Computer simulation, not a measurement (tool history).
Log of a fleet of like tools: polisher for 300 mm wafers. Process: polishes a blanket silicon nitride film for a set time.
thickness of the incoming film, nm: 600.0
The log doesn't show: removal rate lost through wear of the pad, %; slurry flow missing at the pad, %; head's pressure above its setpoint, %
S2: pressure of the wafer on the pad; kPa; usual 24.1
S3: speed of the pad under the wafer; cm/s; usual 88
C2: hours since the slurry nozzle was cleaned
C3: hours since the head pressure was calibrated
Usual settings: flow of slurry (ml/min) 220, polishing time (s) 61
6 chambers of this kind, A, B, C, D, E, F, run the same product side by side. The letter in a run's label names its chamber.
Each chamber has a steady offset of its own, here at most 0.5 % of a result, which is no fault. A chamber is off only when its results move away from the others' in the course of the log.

{"day": 0.071, "done": "chamber E: slurry nozzle cleaned"}
{"run": "1B", "day": 0.396, "flow of slurry (ml/min)": 220, "S2": 24.1, "S3": 88, "polishing time (s)": 61, "wafers polished on this pad": 328, "C2": 30.5, "C3": 1000.2, "film removed (Å)": 889.03}
{"run": "2F", "day": 0.758, "flow of slurry (ml/min)": 220, "S2": 24.1, "S3": 88, "polishing time (s)": 61, "wafers polished on this pad": 223, "C2": 455.2, "C3": 905.7, "film removed (Å)": 893.73}
{"day": 0.85, "done": "chamber D: worn pad replaced by a new one"}
{"day": 1.067, "done": "chamber A: worn pad replaced by a new one"}
{"run": "3C", "day": 1.2, "flow of slurry (ml/min)": 220, "S2": 24.1, "S3": 88, "polishing time (s)": 61, "wafers polished on this pad": 621, "C2": 84.2, "C3": 1310.8, "film removed (Å)": 877.71}
{"run": "4E", "day": 1.525, "flow of slurry (ml/min)": 220, "S2": 24.1, "S3": 88, "polishing time (s)": 61, "wafers polished on this pad": 1417, "C2": 35.0, "C3": 1079.1, "film removed (Å)": 876.74}
{"run": "5D", "day": 1.892, "flow of slurry (ml/min)": 220, "S2": 24.1, "S3": 88, "polishing time (s)": 61, "wafers polished on this pad": 224, "C2": 358.3, "C3": 196.1, "film removed (Å)": 890.59}
{"day": 2.142, "done": "chamber E: head pressure recalibrated"}
{"run": "6A", "day": 2.242, "flow of slurry (ml/min)": 220, "S2": 24.1, "S3": 88, "polishing time (s)": 61, "wafers polished on this pad": 253, "C2": 95.3, "C3": 589.7, "film removed (Å)": 890.87}
{"day": 2.433, "done": "chamber B: worn pad replaced by a new one"}
{"day": 2.45, "done": "chamber E: worn pad replaced by a new one"}
{"run": "7B", "day": 2.554, "flow of slurry (ml/min)": 220, "S2": 24.1, "S3": 70, "polishing time (s)": 61, "wafers polished on this pad": 26, "C2": 82.3, "C3": 1052.0, "film removed (Å)": 751.95}
{"run": "8F", "day": 3.0, "flow of slurry (ml/min)": 220, "S2": 24.1, "S3": 70, "polishing time (s)": 61, "wafers polished on this pad": 706, "C2": 509.0, "C3": 959.5, "film removed (Å)": 752.55}
{"run": "9E", "day": 3.354, "flow of slurry (ml/min)": 220, "S2": 24.1, "S3": 70, "polishing time (s)": 61, "wafers polished on this pad": 195, "C2": 78.9, "C3": 29.1, "film removed (Å)": 739.03}
{"run": "10D", "day": 3.6, "flow of slurry (ml/min)": 220, "S2": 24.1, "S3": 70, "polishing time (s)": 61, "wafers polished on this pad": 592, "C2": 399.3, "C3": 237.1, "film removed (Å)": 739.63}
{"run": "11C", "day": 3.917, "flow of slurry (ml/min)": 220, "S2": 24.1, "S3": 70, "polishing time (s)": 61, "wafers polished on this pad": 1206, "C2": 149.4, "C3": 1376.0, "film removed (Å)": 745.32}
{"day": 4.221, "done": "chamber C: worn pad replaced by a new one"}
{"run": "12A", "day": 4.304, "flow of slurry (ml/min)": 220, "S2": 24.1, "S3": 70, "polishing time (s)": 61, "wafers polished on this pad": 697, "C2": 144.8, "C3": 639.2, "film removed (Å)": 753.84}
{"day": 4.562, "done": "chamber D: worn pad replaced by a new one"}
{"run": "13F", "day": 4.746, "flow of slurry (ml/min)": 220, "S2": 24.1, "S3": 88, "polishing time (s)": 61, "wafers polished on this pad": 1082, "C2": 550.9, "C3": 1001.4, "film removed (Å)": 884.44}
{"run": "14D", "day": 5.088, "flow of slurry (ml/min)": 220, "S2": 24.1, "S3": 88, "polishing time (s)": 61, "wafers polished on this pad": 113, "C2": 435.0, "C3": 272.8, "film removed (Å)": 892.11}
{"day": 5.362, "done": "chamber D: slurry nozzle cleaned"}
{"run": "15C", "day": 5.375, "flow of slurry (ml/min)": 220, "S2": 24.1, "S3": 88, "polishing time (s)": 61, "wafers polished on this pad": 249, "C2": 184.4, "C3": 1411.0, "film removed (Å)": 883.18}
{"day": 5.567, "done": "chamber C: head pressure recalibrated"}
{"run": "16A", "day": 5.7, "flow of slurry (ml/min)": 220, "S2": 24.1, "S3": 88, "polishing time (s)": 61, "wafers polished on this pad": 998, "C2": 178.3, "C3": 672.7, "film removed (Å)": 906.04}
{"run": "17E", "day": 6.096, "flow of slurry (ml/min)": 220, "S2": 24.1, "S3": 88, "polishing time (s)": 61, "wafers polished on this pad": 785, "C2": 144.7, "C3": 94.9, "film removed (Å)": 881.99}
{"day": 6.329, "done": "chamber B: worn pad replaced by a new one"}
{"run": "18B", "day": 6.388, "flow of slurry (ml/min)": 220, "S2": 24.1, "S3": 88, "polishing time (s)": 61, "wafers polished on this pad": 12, "C2": 174.3, "C3": 1144.0, "film removed (Å)": 886.69}
{"day": 6.575, "done": "chamber F: worn pad replaced by a new one"}
{"run": "19A", "day": 6.742, "flow of slurry (ml/min)": 220, "S2": 24.1, "S3": 88, "polishing time (s)": 61, "wafers polished on this pad": 1222, "C2": 203.3, "C3": 697.7, "film removed (Å)": 888.44}
{"run": "20D", "day": 6.975, "flow of slurry (ml/min)": 220, "S2": 24.1, "S3": 88, "polishing time (s)": 61, "wafers polished on this pad": 520, "C2": 38.7, "C3": 318.1, "film removed (Å)": 884.87}
{"run": "21C", "day": 7.417, "flow of slurry (ml/min)": 220, "S2": 24.1, "S3": 88, "polishing time (s)": 61, "wafers polished on this pad": 688, "C2": 233.4, "C3": 44.5, "film removed (Å)": 891.43}
{"day": 7.562, "done": "chamber A: worn pad replaced by a new one"}
{"run": "22B", "day": 7.783, "flow of slurry (ml/min)": 220, "S2": 24.1, "S3": 88, "polishing time (s)": 61, "wafers polished on this pad": 313, "C2": 207.8, "C3": 1177.5, "film removed (Å)": 896.29}
{"run": "23F", "day": 8.158, "flow of slurry (ml/min)": 220, "S2": 24.1, "S3": 88, "polishing time (s)": 61, "wafers polished on this pad": 340, "C2": 632.8, "C3": 1083.3, "film removed (Å)": 892.76}
{"run": "24E", "day": 8.596, "flow of slurry (ml/min)": 220, "S2": 24.1, "S3": 88, "polishing time (s)": 61, "wafers polished on this pad": 1323, "C2": 204.7, "C3": 154.9, "film removed (Å)": 888.04}
{"run": "25C", "day": 8.883, "flow of slurry (ml/min)": 220, "S2": 24.1, "S3": 88, "polishing time (s)": 61, "wafers polished on this pad": 1004, "C2": 268.6, "C3": 79.7, "film removed (Å)": 888.1}
{"day": 8.892, "done": "chamber E: worn pad replaced by a new one"}
{"day": 8.954, "done": "chamber D: worn pad replaced by a new one"}
{"run": "26F", "day": 9.229, "flow of slurry (ml/min)": 220, "S2": 24.1, "S3": 88, "polishing time (s)": 61, "wafers polished on this pad": 571, "C2": 658.5, "C3": 1109.0, "film removed (Å)": 890.69}
{"run": "27D", "day": 9.45, "flow of slurry (ml/min)": 190, "S2": 29.6, "S3": 88, "polishing time (s)": 61, "wafers polished on this pad": 107, "C2": 98.1, "C3": 377.5, "film removed (Å)": 1077.3}
{"run": "28E", "day": 9.933, "flow of slurry (ml/min)": 190, "S2": 29.6, "S3": 88, "polishing time (s)": 61, "wafers polished on this pad": 224, "C2": 236.8, "C3": 187.0, "film removed (Å)": 1078.6}
{"run": "29A", "day": 10.354, "flow of slurry (ml/min)": 190, "S2": 29.6, "S3": 88, "polishing time (s)": 61, "wafers polished on this pad": 601, "C2": 290.0, "C3": 784.4, "film removed (Å)": 1135.3}
{"run": "30B", "day": 10.7, "flow of slurry (ml/min)": 190, "S2": 29.6, "S3": 88, "polishing time (s)": 61, "wafers polished on this pad": 941, "C2": 277.8, "C3": 1247.5, "film removed (Å)": 1082.9}
{"day": 10.804, "done": "chamber B: worn pad replaced by a new one"}
{"run": "31D", "day": 10.992, "flow of slurry (ml/min)": 190, "S2": 29.6, "S3": 88, "polishing time (s)": 61, "wafers polished on this pad": 439, "C2": 135.1, "C3": 414.5, "film removed (Å)": 1077.7}
{"run": "32B", "day": 11.388, "flow of slurry (ml/min)": 190, "S2": 29.6, "S3": 88, "polishing time (s)": 61, "wafers polished on this pad": 125, "C2": 294.3, "C3": 1264.0, "film removed (Å)": 1090.4}
{"day": 11.725, "done": "chamber C: worn pad replaced by a new one"}
{"run": "33F", "day": 11.771, "flow of slurry (ml/min)": 220, "S2": 24.1, "S3": 88, "polishing time (s)": 61, "wafers polished on this pad": 1118, "C2": 719.5, "C3": 1170.0, "film removed (Å)": 899.48}
{"run": "34C", "day": 12.129, "flow of slurry (ml/min)": 220, "S2": 24.1, "S3": 88, "polishing time (s)": 61, "wafers polished on this pad": 87, "C2": 346.5, "C3": 157.6, "film removed (Å)": 894.06}
{"day": 12.558, "done": "chamber D: worn pad replaced by a new one"}
{"run": "35A", "day": 12.6, "flow of slurry (ml/min)": 185, "S2": 24.1, "S3": 88, "polishing time (s)": 61, "wafers polished on this pad": 1085, "C2": 343.9, "C3": 838.3, "film removed (Å)": 926.42}
{"run": "36E", "day": 12.971, "flow of slurry (ml/min)": 185, "S2": 24.1, "S3": 88, "polishing time (s)": 61, "wafers polished on this pad": 878, "C2": 309.7, "C3": 259.9, "film removed (Å)": 878.78}
{"run": "37D", "day": 13.45, "flow of slurry (ml/min)": 185, "S2": 24.1, "S3": 88, "polishing time (s)": 61, "wafers polished on this pad": 192, "C2": 194.1, "C3": 473.5, "film removed (Å)": 871.78}
{"run": "38E", "day": 13.917, "flow of slurry (ml/min)": 185, "S2": 24.1, "S3": 88, "polishing time (s)": 61, "wafers polished on this pad": 1082, "C2": 332.4, "C3": 282.6, "film removed (Å)": 865.33}

Next, every chamber runs the same settings. What will each give?
{"run": "39A", "day": 14.267, "flow of slurry (ml/min)": 220, "S2": 24.1, "S3": 88, "polishing time (s)": 61, "film removed (Å)": "?"}
{"run": "39B", "day": 14.267, "flow of slurry (ml/min)": 220, "S2": 24.1, "S3": 88, "polishing time (s)": 61, "film removed (Å)": "?"}
{"run": "39C", "day": 14.267, "flow of slurry (ml/min)": 220, "S2": 24.1, "S3": 88, "polishing time (s)": 61, "film removed (Å)": "?"}
{"run": "39D", "day": 14.267, "flow of slurry (ml/min)": 220, "S2": 24.1, "S3": 88, "polishing time (s)": 61, "film removed (Å)": "?"}
{"run": "39E", "day": 14.267, "flow of slurry (ml/min)": 220, "S2": 24.1, "S3": 88, "polishing time (s)": 61, "film removed (Å)": "?"}
{"run": "39F", "day": 14.267, "flow of slurry (ml/min)": 220, "S2": 24.1, "S3": 88, "polishing time (s)": 61, "film removed (Å)": "?"}

run=39A film_removed_(Å)=967.59
run=39B film_removed_(Å)=891.84
run=39C film_removed_(Å)=886.47
run=39D film_removed_(Å)=888.28
run=39E film_removed_(Å)=885.16
run=39F film_removed_(Å)=895.23

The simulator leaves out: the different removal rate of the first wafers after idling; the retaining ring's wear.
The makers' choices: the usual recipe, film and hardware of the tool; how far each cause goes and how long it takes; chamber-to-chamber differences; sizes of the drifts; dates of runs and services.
